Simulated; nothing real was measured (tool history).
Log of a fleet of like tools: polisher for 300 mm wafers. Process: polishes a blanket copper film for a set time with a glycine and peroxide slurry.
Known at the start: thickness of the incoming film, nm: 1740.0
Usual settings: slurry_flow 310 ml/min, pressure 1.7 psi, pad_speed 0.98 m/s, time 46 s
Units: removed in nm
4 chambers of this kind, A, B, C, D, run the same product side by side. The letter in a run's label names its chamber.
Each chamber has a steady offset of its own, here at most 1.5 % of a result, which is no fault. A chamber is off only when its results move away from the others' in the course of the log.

run 1C hour=4.7 | slurry_flow=310 pressure=1.7 pad_speed=0.98 time=46 | removed=199.9
run 2D hour=12.3 | slurry_flow=310 pressure=1.7 pad_speed=0.98 time=46 | removed=205.7
-- hour=14.7 chamber B: worn pad replaced by a new one
run 3A hour=19.6 | slurry_flow=310 pressure=1.7 pad_speed=0.98 time=46 | removed=202.55
run 4B hour=27.1 | slurry_flow=310 pressure=1.7 pad_speed=0.98 time=46 | removed=200.41
run 5D hour=36.4 | slurry_flow=310 pressure=1.7 pad_speed=0.98 time=46 | removed=204.88
-- hour=36.7 chamber A: worn pad replaced by a new one
-- hour=42.9 chamber D: worn pad replaced by a new one
run 6B hour=43.3 | slurry_flow=310 pressure=1.7 pad_speed=0.98 time=46 | removed=202.84
run 7A hour=49.2 | slurry_flow=310 pressure=1.7 pad_speed=0.98 time=46 | removed=192.3
run 8C hour=57.7 | slurry_flow=310 pressure=1.7 pad_speed=0.98 time=46 | removed=204.46
run 9A hour=64.6 | slurry_flow=310 pressure=1.7 pad_speed=0.98 time=46 | removed=203.64
run 10B hour=72.7 | slurry_flow=310 pressure=1.7 pad_speed=0.98 time=46 | removed=201.29
run 11C hour=81.6 | slurry_flow=310 pressure=1.7 pad_speed=0.98 time=46 | removed=201.1
run 12D hour=88.2 | slurry_flow=310 pressure=1.7 pad_speed=0.98 time=46 | removed=203.13
-- hour=92.3 chamber A: worn pad replaced by a new one
run 13A hour=94.7 | slurry_flow=310 pressure=1.7 pad_speed=0.98 time=46 | removed=199.87
run 14C hour=99.8 | slurry_flow=310 pressure=1.7 pad_speed=0.98 time=46 | removed=198.87
-- hour=105.6 chamber B: worn pad replaced by a new one
run 15B hour=106.3 | slurry_flow=310 pressure=1.7 pad_speed=0.98 time=46 | removed=197.69
run 16D hour=111.1 | slurry_flow=310 pressure=1.7 pad_speed=0.98 time=46 | removed=207.83
-- hour=116.9 chamber B: slurry nozzle cleaned
run 17D hour=119.8 | slurry_flow=310 pressure=1.7 pad_speed=0.98 time=46 | removed=202.28
-- hour=125.8 chamber D: worn pad replaced by a new one
run 18A hour=126.5 | slurry_flow=310 pressure=1.7 pad_speed=0.98 time=46 | removed=198.85
run 19B hour=134 | slurry_flow=310 pressure=1.7 pad_speed=0.98 time=46 | removed=195.03
-- hour=141.9 chamber A: slurry nozzle cleaned
run 20C hour=141.9 | slurry_flow=310 pressure=1.7 pad_speed=0.98 time=36 | removed=151.85
-- hour=148.4 chamber A: worn pad replaced by a new one
run 21D hour=150 | slurry_flow=310 pressure=1.7 pad_speed=0.98 time=36 | removed=157.74
run 22B hour=155.8 | slurry_flow=310 pressure=1.7 pad_speed=0.98 time=36 | removed=155.46
run 23C hour=163.2 | slurry_flow=310 pressure=1.7 pad_speed=0.98 time=36 | removed=149.46
run 24A hour=168.2 | slurry_flow=310 pressure=1.7 pad_speed=0.98 time=46 | removed=201.13
run 25A hour=177.9 | slurry_flow=310 pressure=1.7 pad_speed=0.98 time=55 | removed=241.3
run 26C hour=183.5 | slurry_flow=310 pressure=1.7 pad_speed=0.98 time=55 | removed=225.05
-- hour=185.5 chamber B: worn pad replaced by a new one
run 27D hour=191 | slurry_flow=310 pressure=1.7 pad_speed=0.98 time=55 | removed=241.06
-- hour=195.3 chamber D: head pressure recalibrated
run 28B hour=197.2 | slurry_flow=310 pressure=1.7 pad_speed=0.98 time=55 | removed=243.84
-- hour=200.8 chamber A: worn pad replaced by a new one
run 29A hour=203.1 | slurry_flow=310 pressure=1.7 pad_speed=0.98 time=46 | removed=200.44
run 30B hour=208.9 | slurry_flow=310 pressure=1.7 pad_speed=0.98 time=46 | removed=201.08
-- hour=209.6 chamber D: worn pad replaced by a new one
run 31D hour=216.5 | slurry_flow=310 pressure=1.7 pad_speed=0.98 time=46 | removed=201.22
run 32C hour=225 | slurry_flow=310 pressure=1.7 pad_speed=0.98 time=46 | removed=181.57
run 33D hour=231.2 | slurry_flow=310 pressure=1.7 pad_speed=0.82 time=46 | removed=176.95
run 34B hour=240.7 | slurry_flow=310 pressure=1.7 pad_speed=0.82 time=46 | removed=171.02
run 35C hour=248.4 | slurry_flow=310 pressure=1.7 pad_speed=0.82 time=46 | removed=156.09
-- hour=250.8 chamber A: worn pad replaced by a new one
run 36A hour=253.1 | slurry_flow=310 pressure=1.7 pad_speed=0.82 time=46 | removed=171.22
run 37B hour=260.2 | slurry_flow=310 pressure=1.7 pad_speed=0.98 time=46 | removed=202.53

What goes on in this fleet: one chamber off, a drifting gauge, or nothing beyond the chambers' own small offsets? Name the chamber and the cause, if any.

Chamber C drifts away from the others.
Cause: removal rate lost through wear of the pad, % = 11.5.

Here are 4 candidates for chamber C's next run, each the usual settings with a change, their results left as question marks. Which one brings its results back in line with what the others give on the usual settings?
In line means no further than this from the other chambers' mean on the usual settings: removed 9.9 nm
run 38C-1 hour=267.2 | slurry_flow=305 pressure=1.4 pad_speed=0.84 time=46 | removed=?
run 38C-2 hour=267.2 | slurry_flow=315 pressure=1.9 pad_speed=0.98 time=53 | removed=?
run 38C-3 hour=267.2 | slurry_flow=310 pressure=1.8 pad_speed=1.02 time=49 | removed=?
run 38C-4 hour=267.2 | slurry_flow=305 pressure=1.7 pad_speed=0.98 time=40 | removed=?

The other chambers' mean on the usual settings: removed 200.47 nm
run=38C-1 removed=138.1
run=38C-2 removed=221.63
run=38C-3 removed=202.43
run=38C-4 removed=153.44
38C-3 brings the chamber back in line.
